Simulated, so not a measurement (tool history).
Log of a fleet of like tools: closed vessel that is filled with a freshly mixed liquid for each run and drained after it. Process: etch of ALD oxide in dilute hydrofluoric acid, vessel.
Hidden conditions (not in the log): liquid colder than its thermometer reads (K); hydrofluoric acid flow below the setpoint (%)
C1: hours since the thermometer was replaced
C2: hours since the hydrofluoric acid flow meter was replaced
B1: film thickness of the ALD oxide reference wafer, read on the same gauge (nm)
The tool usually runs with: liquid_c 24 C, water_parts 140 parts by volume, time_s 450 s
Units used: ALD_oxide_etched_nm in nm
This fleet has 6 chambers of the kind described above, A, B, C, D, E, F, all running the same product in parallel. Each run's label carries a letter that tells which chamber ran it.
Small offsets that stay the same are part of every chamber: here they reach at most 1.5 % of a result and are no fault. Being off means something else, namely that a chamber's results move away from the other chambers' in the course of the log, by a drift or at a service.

Run 1A, hour 12.9: usual settings; C1 1197.6; C2 703.1; B1 29.974. Result: ALD_oxide_etched_nm 41.376 nm.
Run 2E, hour 24.6: usual settings; C1 32.4; C2 662.5; B1 30.014. Result: ALD_oxide_etched_nm 42.258 nm.
Run 3C, hour 30.4: usual settings; C1 979.3; C2 537.3; B1 29.987. Result: ALD_oxide_etched_nm 41.284 nm.
At hour 37: chamber B: thermometer replaced.
Run 4D, hour 43: usual settings; C1 136.7; C2 1562.3; B1 29.968. Result: ALD_oxide_etched_nm 40.525 nm.
Run 5B, hour 52.2: usual settings but water_parts 160 parts by volume, time_s 565 s; C1 15.3; C2 269.1; B1 29.999. Result: ALD_oxide_etched_nm 43.894 nm.
Run 6F, hour 58.2: usual settings but water_parts 160 parts by volume, time_s 565 s; C1 1540.6; C2 470.4; B1 29.959. Result: ALD_oxide_etched_nm 44.371 nm.
Run 7A, hour 67.2: usual settings but water_parts 160 parts by volume, time_s 565 s; C1 1251.9; C2 757.4; B1 29.95. Result: ALD_oxide_etched_nm 44.774 nm.
Run 8B, hour 76.4: usual settings but water_parts 160 parts by volume, time_s 565 s; C1 39.5; C2 293.3; B1 29.952. Result: ALD_oxide_etched_nm 43.724 nm.
At hour 85.6: chamber D: hydrofluoric acid flow meter replaced.
Run 9D, hour 88.5: usual settings but water_parts 160 parts by volume, time_s 565 s; C1 182.2; C2 3; B1 30.008. Result: ALD_oxide_etched_nm 44.263 nm.
Run 10C, hour 98.8: usual settings but water_parts 160 parts by volume, time_s 565 s; C1 1047.7; C2 605.7; B1 30.033. Result: ALD_oxide_etched_nm 44.231 nm.
Run 11F, hour 106.2: usual settings; C1 1588.6; C2 518.4; B1 30.055. Result: ALD_oxide_etched_nm 41.081 nm.
At hour 108.4: chamber F: thermometer replaced.
Run 12E, hour 117.2: usual settings; C1 125; C2 755.1; B1 30.026. Result: ALD_oxide_etched_nm 41.957 nm.
Run 13E, hour 129.3: usual settings; C1 137.1; C2 767.2; B1 30.038. Result: ALD_oxide_etched_nm 41.085 nm.
At hour 129.5: chamber F: hydrofluoric acid flow meter replaced.
Run 14F, hour 137.9: usual settings; C1 29.5; C2 8.4; B1 30.054. Result: ALD_oxide_etched_nm 40.645 nm.
Run 15C, hour 145.1: usual settings but water_parts 95 parts by volume; C1 1094; C2 652; B1 29.987. Result: ALD_oxide_etched_nm 62.024 nm.
Run 16D, hour 157.1: usual settings but water_parts 95 parts by volume; C1 250.8; C2 71.6; B1 29.97. Result: ALD_oxide_etched_nm 63.545 nm.
Run 17B, hour 167.5: usual settings but water_parts 95 parts by volume; C1 130.6; C2 384.4; B1 29.969. Result: ALD_oxide_etched_nm 63.879 nm.
Run 18A, hour 173.9: usual settings but water_parts 95 parts by volume; C1 1358.6; C2 864.1; B1 30.015. Result: ALD_oxide_etched_nm 63.965 nm.
Run 19E, hour 184.2: usual settings but water_parts 95 parts by volume; C1 192; C2 822.1; B1 30.033. Result: ALD_oxide_etched_nm 63.847 nm.
Run 20C, hour 190: usual settings but water_parts 95 parts by volume; C1 1138.9; C2 696.9; B1 29.995. Result: ALD_oxide_etched_nm 60.887 nm.
Run 21B, hour 200.1: usual settings; C1 163.2; C2 417; B1 29.998. Result: ALD_oxide_etched_nm 40.576 nm.
At hour 204.6: chamber E: hydrofluoric acid flow meter replaced.
Run 22A, hour 206.6: usual settings; C1 1391.3; C2 896.8; B1 29.985. Result: ALD_oxide_etched_nm 41.894 nm.
Run 23D, hour 215.6: usual settings; C1 309.3; C2 130.1; B1 30.001. Result: ALD_oxide_etched_nm 40.631 nm.
Run 24F, hour 226.3: usual settings; C1 117.9; C2 96.8; B1 30.043. Result: ALD_oxide_etched_nm 41.212 nm.
Run 25B, hour 234.7: usual settings; C1 197.8; C2 451.6; B1 30.011. Result: ALD_oxide_etched_nm 41.277 nm.
Run 26E, hour 242.4: usual settings but liquid_c 27.5 C; C1 250.2; C2 37.9; B1 30.018. Result: ALD_oxide_etched_nm 47.921 nm.
Run 27D, hour 255.3: usual settings but liquid_c 27.5 C; C1 349; C2 169.8; B1 30.03. Result: ALD_oxide_etched_nm 46.881 nm.
Run 28A, hour 263.3: usual settings but liquid_c 27.5 C; C1 1448; C2 953.5; B1 30.023. Result: ALD_oxide_etched_nm 46.916 nm.
Run 29C, hour 273.4: usual settings but liquid_c 27.5 C; C1 1222.3; C2 780.3; B1 29.991. Result: ALD_oxide_etched_nm 44.198 nm.
Run 30F, hour 280.9: usual settings but liquid_c 27.5 C; C1 172.5; C2 151.4; B1 29.98. Result: ALD_oxide_etched_nm 47.304 nm.
Run 31C, hour 288.6: usual settings but liquid_c 27.5 C; C1 1237.5; C2 795.5; B1 30.026. Result: ALD_oxide_etched_nm 44.173 nm.
Run 32E, hour 296.8: usual settings; C1 304.6; C2 92.3; B1 30.007. Result: ALD_oxide_etched_nm 41.839 nm.
Run 33B, hour 304.4: usual settings; C1 267.5; C2 521.3; B1 29.997. Result: ALD_oxide_etched_nm 40.867 nm.
Run 34F, hour 312.4: usual settings; C1 204; C2 182.9; B1 29.971. Result: ALD_oxide_etched_nm 41.235 nm.
Run 35A, hour 323: usual settings; C1 1507.7; C2 1013.2; B1 29.999. Result: ALD_oxide_etched_nm 40.98 nm.
Run 36D, hour 334.8: usual settings; C1 428.5; C2 249.3; B1 29.994. Result: ALD_oxide_etched_nm 40.525 nm.
Run 37C, hour 342.4: usual settings; C1 1291.3; C2 849.3; B1 30.037. Result: ALD_oxide_etched_nm 37.782 nm.
Run 38D, hour 350.6: usual settings; C1 444.3; C2 265.1; B1 30.008. Result: ALD_oxide_etched_nm 41.176 nm.
Run 39E, hour 357.1: usual settings but liquid_c 20 C, time_s 530 s; C1 364.9; C2 152.6; B1 30.066. Result: ALD_oxide_etched_nm 42.249 nm.
Run 40B, hour 366.4: usual settings but liquid_c 20 C, time_s 530 s; C1 329.5; C2 583.3; B1 30.005. Result: ALD_oxide_etched_nm 41.192 nm.
Run 41F, hour 376.7: usual settings but liquid_c 20 C, time_s 530 s; C1 268.3; C2 247.2; B1 29.98. Result: ALD_oxide_etched_nm 40.972 nm.
Run 42A, hour 384.7: usual settings but liquid_c 20 C, time_s 530 s; C1 1569.4; C2 1074.9; B1 29.972. Result: ALD_oxide_etched_nm 41.827 nm.
Run 43C, hour 392.7: usual settings but liquid_c 20 C, time_s 530 s; C1 1341.6; C2 899.6; B1 30.004. Result: ALD_oxide_etched_nm 37.518 nm.
Run 44F, hour 401.2: usual settings but liquid_c 20 C, time_s 530 s; C1 292.8; C2 271.7; B1 29.981. Result: ALD_oxide_etched_nm 41.248 nm.

What goes on in this fleet: one chamber off, a drifting gauge, or nothing beyond the chambers' own small offsets? Name the chamber and the cause, if any.

Chamber C drifts away from the others.
Likeliest cause: hydrofluoric acid flow below the setpoint (%) = 8.96.
Not necessarily distinguishable in this log from: liquid colder than its thermometer reads (K).

Which of the 4 candidates below, each the usual settings with something changed and its results left as question marks, puts chamber C back in line with what the other chambers give on the usual settings?
Counts as in line when no further than this from what the other chambers average on the usual settings: ALD_oxide_etched_nm 1.2 nm
Run 45C-1, hour 410.6: usual settings but water_parts 135 parts by volume. Result: ALD_oxide_etched_nm ?.
Run 45C-2, hour 410.6: usual settings but water_parts 145 parts by volume. Result: ALD_oxide_etched_nm ?.
Run 45C-3, hour 410.6: usual settings but water_parts 145 parts by volume, time_s 425 s. Result: ALD_oxide_etched_nm ?.
Run 45C-4, hour 410.6: usual settings but time_s 495 s. Result: ALD_oxide_etched_nm ?.

Mean of the other chambers on the usual settings: ALD_oxide_etched_nm 41.111 nm
  run  ALD_oxide_etched_nm
45C-1               38.252
45C-2               35.211
45C-3               33.255
45C-4               40.344
It is 45C-4 that realigns the chamber with its peers.
